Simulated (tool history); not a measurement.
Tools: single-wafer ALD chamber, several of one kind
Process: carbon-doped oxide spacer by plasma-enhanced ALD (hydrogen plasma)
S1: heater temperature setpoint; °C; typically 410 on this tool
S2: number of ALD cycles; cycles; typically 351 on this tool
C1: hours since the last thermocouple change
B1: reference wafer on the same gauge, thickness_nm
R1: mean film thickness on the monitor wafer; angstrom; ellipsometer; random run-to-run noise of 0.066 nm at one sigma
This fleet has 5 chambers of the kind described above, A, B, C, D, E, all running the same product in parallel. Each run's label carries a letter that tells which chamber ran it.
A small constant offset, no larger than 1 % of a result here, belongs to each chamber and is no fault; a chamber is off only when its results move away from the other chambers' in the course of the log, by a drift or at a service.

{"run": "1E", "hour": 15.6, "S1": 410, "S2": 351, "C1": 957.5, "B1": 20.389, "R1": 170.57}
{"run": "2B", "hour": 27.7, "S1": 410, "S2": 351, "C1": 482.2, "B1": 20.411, "R1": 171.59}
{"run": "3D", "hour": 41.0, "S1": 410, "S2": 351, "C1": 2313.7, "B1": 20.414, "R1": 169.73}
{"run": "4C", "hour": 55.5, "S1": 410, "S2": 351, "C1": 1424.4, "B1": 20.402, "R1": 170.55}
{"run": "5A", "hour": 67.4, "S1": 410, "S2": 351, "C1": 1373.0, "B1": 20.377, "R1": 170.61}
{"run": "6C", "hour": 76.0, "S1": 410, "S2": 351, "C1": 1444.9, "B1": 20.409, "R1": 171.39}
{"run": "7E", "hour": 90.5, "S1": 410, "S2": 351, "C1": 1032.4, "B1": 20.419, "R1": 170.12}
{"run": "8D", "hour": 106.1, "S1": 410, "S2": 351, "C1": 2378.8, "B1": 20.4, "R1": 168.49}
{"run": "9B", "hour": 113.4, "S1": 410, "S2": 351, "C1": 567.9, "B1": 20.404, "R1": 171.3}
{"run": "10A", "hour": 124.5, "S1": 410, "S2": 351, "C1": 1430.1, "B1": 20.38, "R1": 169.24}
{"run": "11B", "hour": 136.5, "S1": 410, "S2": 351, "C1": 591.0, "B1": 20.397, "R1": 170.73}
{"run": "12A", "hour": 143.8, "S1": 410, "S2": 351, "C1": 1449.4, "B1": 20.399, "R1": 169.74}
{"run": "13D", "hour": 152.9, "S1": 410, "S2": 351, "C1": 2425.6, "B1": 20.406, "R1": 168.81}
{"run": "14C", "hour": 168.8, "S1": 410, "S2": 351, "C1": 1537.7, "B1": 20.405, "R1": 172.43}
{"run": "15E", "hour": 184.8, "S1": 401, "S2": 322, "C1": 1126.7, "B1": 20.396, "R1": 161.97}
{"run": "16B", "hour": 195.6, "S1": 401, "S2": 322, "C1": 650.1, "B1": 20.401, "R1": 160.23}
{"run": "17A", "hour": 211.6, "S1": 401, "S2": 322, "C1": 1517.2, "B1": 20.413, "R1": 159.37}
{"run": "18C", "hour": 223.9, "S1": 401, "S2": 322, "C1": 1592.8, "B1": 20.387, "R1": 162.46}
{"run": "19E", "hour": 232.6, "S1": 401, "S2": 322, "C1": 1174.5, "B1": 20.381, "R1": 161.41}
{"run": "20D", "hour": 244.2, "S1": 410, "S2": 351, "C1": 2516.9, "B1": 20.409, "R1": 168.72}
{"run": "21E", "hour": 252.0, "S1": 410, "S2": 351, "C1": 1193.9, "B1": 20.393, "R1": 170.39}
{"hour": 258.3, "done": "chamber C: thermocouple changed; heater temperature recalibrated"}
{"run": "22D", "hour": 264.7, "S1": 410, "S2": 351, "C1": 2537.4, "B1": 20.402, "R1": 169.59}
{"run": "23B", "hour": 279.5, "S1": 410, "S2": 351, "C1": 734.0, "B1": 20.412, "R1": 171.76}
{"run": "24A", "hour": 288.4, "S1": 410, "S2": 351, "C1": 1594.0, "B1": 20.408, "R1": 169.49}
{"run": "25C", "hour": 296.5, "S1": 410, "S2": 351, "C1": 38.2, "B1": 20.413, "R1": 170.46}
{"run": "26A", "hour": 305.1, "S1": 410, "S2": 351, "C1": 1610.7, "B1": 20.401, "R1": 169.35}
{"hour": 305.2, "done": "chamber D: thermocouple changed; heater temperature recalibrated"}
{"run": "27E", "hour": 314.5, "S1": 410, "S2": 351, "C1": 1256.4, "B1": 20.377, "R1": 171.28}
{"run": "28B", "hour": 322.0, "S1": 410, "S2": 351, "C1": 776.5, "B1": 20.399, "R1": 169.68}
{"run": "29D", "hour": 337.7, "S1": 410, "S2": 409, "C1": 32.6, "B1": 20.38, "R1": 197.51}
{"run": "30C", "hour": 351.8, "S1": 410, "S2": 409, "C1": 93.5, "B1": 20.418, "R1": 200.37}
{"hour": 354.2, "done": "chamber A: thermocouple changed; heater temperature recalibrated"}
{"run": "31E", "hour": 360.5, "S1": 410, "S2": 409, "C1": 1302.4, "B1": 20.406, "R1": 199.53}
{"run": "32D", "hour": 371.2, "S1": 410, "S2": 409, "C1": 66.1, "B1": 20.403, "R1": 196.15}
{"run": "33B", "hour": 383.6, "S1": 410, "S2": 409, "C1": 838.1, "B1": 20.382, "R1": 198.13}
{"run": "34C", "hour": 398.1, "S1": 410, "S2": 317, "C1": 139.8, "B1": 20.381, "R1": 155.1}
{"run": "35A", "hour": 413.3, "S1": 410, "S2": 317, "C1": 59.1, "B1": 20.393, "R1": 153.29}
{"run": "36D", "hour": 421.8, "S1": 410, "S2": 317, "C1": 116.7, "B1": 20.4, "R1": 152.11}
{"run": "37B", "hour": 434.6, "S1": 410, "S2": 317, "C1": 889.1, "B1": 20.395, "R1": 154.53}
{"run": "38C", "hour": 450.2, "S1": 410, "S2": 317, "C1": 191.9, "B1": 20.399, "R1": 154.72}
{"run": "39A", "hour": 458.8, "S1": 410, "S2": 351, "C1": 104.6, "B1": 20.393, "R1": 169.62}
{"run": "40E", "hour": 474.6, "S1": 410, "S2": 351, "C1": 1416.5, "B1": 20.403, "R1": 169.52}
{"run": "41D", "hour": 483.9, "S1": 410, "S2": 351, "C1": 178.8, "B1": 20.391, "R1": 169.14}
{"run": "42C", "hour": 497.1, "S1": 410, "S2": 351, "C1": 238.8, "B1": 20.403, "R1": 172.22}
{"run": "43A", "hour": 509.6, "S1": 410, "S2": 351, "C1": 155.4, "B1": 20.394, "R1": 170.22}
{"run": "44B", "hour": 522.8, "S1": 410, "S2": 351, "C1": 977.3, "B1": 20.409, "R1": 170.9}

Predict what each chamber gives when all 5 of them run the settings below next.
{"run": "45A", "hour": 534.4, "S1": 410, "S2": 373, "R1": "?"}
{"run": "45B", "hour": 534.4, "S1": 410, "S2": 373, "R1": "?"}
{"run": "45C", "hour": 534.4, "S1": 410, "S2": 373, "R1": "?"}
{"run": "45D", "hour": 534.4, "S1": 410, "S2": 373, "R1": "?"}
{"run": "45E", "hour": 534.4, "S1": 410, "S2": 373, "R1": "?"}

run=45A R1=180.48
run=45B R1=180.62
run=45C R1=183.05
run=45D R1=179.51
run=45E R1=180.58

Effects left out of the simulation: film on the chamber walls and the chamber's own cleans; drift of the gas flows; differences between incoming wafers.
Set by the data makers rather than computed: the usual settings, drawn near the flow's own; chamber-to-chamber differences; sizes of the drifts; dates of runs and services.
